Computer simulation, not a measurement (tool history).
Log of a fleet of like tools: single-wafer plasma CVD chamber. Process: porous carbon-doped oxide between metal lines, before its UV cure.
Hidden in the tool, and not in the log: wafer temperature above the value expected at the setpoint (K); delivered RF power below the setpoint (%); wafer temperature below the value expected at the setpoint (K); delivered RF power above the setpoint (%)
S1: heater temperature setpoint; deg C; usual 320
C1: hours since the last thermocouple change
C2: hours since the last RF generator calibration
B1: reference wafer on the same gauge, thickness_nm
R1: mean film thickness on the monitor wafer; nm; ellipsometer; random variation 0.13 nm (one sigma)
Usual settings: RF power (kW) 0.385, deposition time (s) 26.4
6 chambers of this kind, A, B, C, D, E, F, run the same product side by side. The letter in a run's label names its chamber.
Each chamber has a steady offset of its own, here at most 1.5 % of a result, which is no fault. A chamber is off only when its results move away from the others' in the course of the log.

run 1B hour=12 | S1=320 RF_power_(kW)=0.385 deposition_time_(s)=26.4 | C1=570.5 C2=860.2 | B1=107.99 | R1=106.74
run 2F hour=27.1 | S1=320 RF_power_(kW)=0.385 deposition_time_(s)=26.4 | C1=46.4 C2=776.5 | B1=108 | R1=106.58
run 3A hour=36.8 | S1=320 RF_power_(kW)=0.385 deposition_time_(s)=26.4 | C1=61.8 C2=1324.7 | B1=107.95 | R1=104.9
run 4D hour=46.9 | S1=320 RF_power_(kW)=0.385 deposition_time_(s)=26.4 | C1=1547.7 C2=660 | B1=107.95 | R1=105.33
run 5C hour=58.9 | S1=320 RF_power_(kW)=0.385 deposition_time_(s)=26.4 | C1=911.7 C2=692.6 | B1=107.94 | R1=105.85
run 6E hour=72.9 | S1=320 RF_power_(kW)=0.44 deposition_time_(s)=23.3 | C1=540.9 C2=1471.8 | B1=107.91 | R1=104.61
run 7B hour=87.4 | S1=320 RF_power_(kW)=0.44 deposition_time_(s)=23.3 | C1=645.9 C2=935.6 | B1=107.91 | R1=104.45
run 8E hour=100.2 | S1=320 RF_power_(kW)=0.44 deposition_time_(s)=23.3 | C1=568.2 C2=1499.1 | B1=107.86 | R1=105.01
run 9A hour=112.5 | S1=320 RF_power_(kW)=0.44 deposition_time_(s)=23.3 | C1=137.5 C2=1400.4 | B1=107.87 | R1=103.15
run 10F hour=121.7 | S1=320 RF_power_(kW)=0.44 deposition_time_(s)=23.3 | C1=141 C2=871.1 | B1=107.89 | R1=104.67
run 11C hour=129.8 | S1=320 RF_power_(kW)=0.44 deposition_time_(s)=23.3 | C1=982.6 C2=763.5 | B1=107.84 | R1=103.77
run 12D hour=144 | S1=320 RF_power_(kW)=0.385 deposition_time_(s)=26.4 | C1=1644.8 C2=757.1 | B1=107.81 | R1=105.48
run 13C hour=158.6 | S1=320 RF_power_(kW)=0.385 deposition_time_(s)=26.4 | C1=1011.4 C2=792.3 | B1=107.85 | R1=105.66
run 14E hour=168.6 | S1=320 RF_power_(kW)=0.385 deposition_time_(s)=26.4 | C1=636.6 C2=1567.5 | B1=107.8 | R1=106.52
run 15A hour=181.8 | S1=320 RF_power_(kW)=0.385 deposition_time_(s)=26.4 | C1=206.8 C2=1469.7 | B1=107.76 | R1=104.64
run 16B hour=194.4 | S1=320 RF_power_(kW)=0.385 deposition_time_(s)=26.4 | C1=752.9 C2=1042.6 | B1=107.73 | R1=106.23
run 17F hour=205.9 | S1=320 RF_power_(kW)=0.385 deposition_time_(s)=26.4 | C1=225.2 C2=955.3 | B1=107.79 | R1=106.51
run 18D hour=215.2 | S1=320 RF_power_(kW)=0.385 deposition_time_(s)=23.3 | C1=1716 C2=828.3 | B1=107.73 | R1=93.224
run 19E hour=222.7 | S1=320 RF_power_(kW)=0.385 deposition_time_(s)=23.3 | C1=690.7 C2=1621.6 | B1=107.75 | R1=94.48
run 20D hour=231.8 | S1=320 RF_power_(kW)=0.385 deposition_time_(s)=23.3 | C1=1732.6 C2=844.9 | B1=107.77 | R1=93.2
run 21C hour=246.6 | S1=320 RF_power_(kW)=0.385 deposition_time_(s)=23.3 | C1=1099.4 C2=880.3 | B1=107.72 | R1=93.681
run 22A hour=256.9 | S1=320 RF_power_(kW)=0.385 deposition_time_(s)=23.3 | C1=281.9 C2=1544.8 | B1=107.72 | R1=92.411
run 23F hour=270.3 | S1=320 RF_power_(kW)=0.385 deposition_time_(s)=23.3 | C1=289.6 C2=1019.7 | B1=107.72 | R1=94.259
run 24B hour=285.4 | S1=320 RF_power_(kW)=0.385 deposition_time_(s)=26.4 | C1=843.9 C2=1133.6 | B1=107.64 | R1=106.21
run 25C hour=296.8 | S1=320 RF_power_(kW)=0.385 deposition_time_(s)=26.4 | C1=1149.6 C2=930.5 | B1=107.65 | R1=105.47
run 26B hour=303.9 | S1=320 RF_power_(kW)=0.385 deposition_time_(s)=26.4 | C1=862.4 C2=1152.1 | B1=107.69 | R1=106.17
run 27A hour=312.9 | S1=320 RF_power_(kW)=0.385 deposition_time_(s)=26.4 | C1=337.9 C2=1600.8 | B1=107.64 | R1=104.79
run 28F hour=322.9 | S1=320 RF_power_(kW)=0.385 deposition_time_(s)=26.4 | C1=342.2 C2=1072.3 | B1=107.66 | R1=106.01
run 29E hour=337.1 | S1=320 RF_power_(kW)=0.385 deposition_time_(s)=26.4 | C1=805.1 C2=1736 | B1=107.61 | R1=106.29
run 30D hour=349.9 | S1=320 RF_power_(kW)=0.385 deposition_time_(s)=26.4 | C1=1850.7 C2=963 | B1=107.66 | R1=105.02
run 31C hour=357.5 | S1=320 RF_power_(kW)=0.385 deposition_time_(s)=26.4 | C1=1210.3 C2=991.2 | B1=107.6 | R1=105.39
run 32F hour=367.8 | S1=320 RF_power_(kW)=0.385 deposition_time_(s)=26.4 | C1=387.1 C2=1117.2 | B1=107.59 | R1=106.23
run 33B hour=376.1 | S1=320 RF_power_(kW)=0.385 deposition_time_(s)=26.4 | C1=934.6 C2=1224.3 | B1=107.59 | R1=106
run 34A hour=389.5 | S1=320 RF_power_(kW)=0.385 deposition_time_(s)=26.4 | C1=414.5 C2=1677.4 | B1=107.56 | R1=104.63
run 35E hour=401.9 | S1=320 RF_power_(kW)=0.385 deposition_time_(s)=26.4 | C1=869.9 C2=1800.8 | B1=107.55 | R1=106.24
run 36D hour=414.3 | S1=320 RF_power_(kW)=0.385 deposition_time_(s)=26.4 | C1=1915.1 C2=1027.4 | B1=107.55 | R1=104.98
run 37F hour=424.4 | S1=320 RF_power_(kW)=0.385 deposition_time_(s)=26.4 | C1=443.7 C2=1173.8 | B1=107.51 | R1=106.14
run 38B hour=433.3 | S1=320 RF_power_(kW)=0.385 deposition_time_(s)=26.4 | C1=991.8 C2=1281.5 | B1=107.53 | R1=105.84
run 39D hour=447.4 | S1=320 RF_power_(kW)=0.385 deposition_time_(s)=26.4 | C1=1948.2 C2=1060.5 | B1=107.49 | R1=104.97
run 40C hour=456.5 | S1=320 RF_power_(kW)=0.44 deposition_time_(s)=30.3 | C1=1309.3 C2=1090.2 | B1=107.51 | R1=133.48
run 41A hour=466.1 | S1=320 RF_power_(kW)=0.44 deposition_time_(s)=30.3 | C1=491.1 C2=1754 | B1=107.46 | R1=132.35
run 42E hour=474.2 | S1=320 RF_power_(kW)=0.44 deposition_time_(s)=30.3 | C1=942.2 C2=1873.1 | B1=107.48 | R1=134.78
run 43A hour=481.7 | S1=320 RF_power_(kW)=0.44 deposition_time_(s)=30.3 | C1=506.7 C2=1769.6 | B1=107.47 | R1=132.23

Next, every chamber runs the same settings. What will each give?
run 44A hour=492.6 | S1=320 RF_power_(kW)=0.415 deposition_time_(s)=26.4 | R1=?
run 44B hour=492.6 | S1=320 RF_power_(kW)=0.415 deposition_time_(s)=26.4 | R1=?
run 44C hour=492.6 | S1=320 RF_power_(kW)=0.415 deposition_time_(s)=26.4 | R1=?
run 44D hour=492.6 | S1=320 RF_power_(kW)=0.415 deposition_time_(s)=26.4 | R1=?
run 44E hour=492.6 | S1=320 RF_power_(kW)=0.415 deposition_time_(s)=26.4 | R1=?
run 44F hour=492.6 | S1=320 RF_power_(kW)=0.415 deposition_time_(s)=26.4 | R1=?

run=44A R1=110.5
run=44B R1=112.32
run=44C R1=111.49
run=44D R1=111.17
run=44E R1=112.33
run=44F R1=112.41
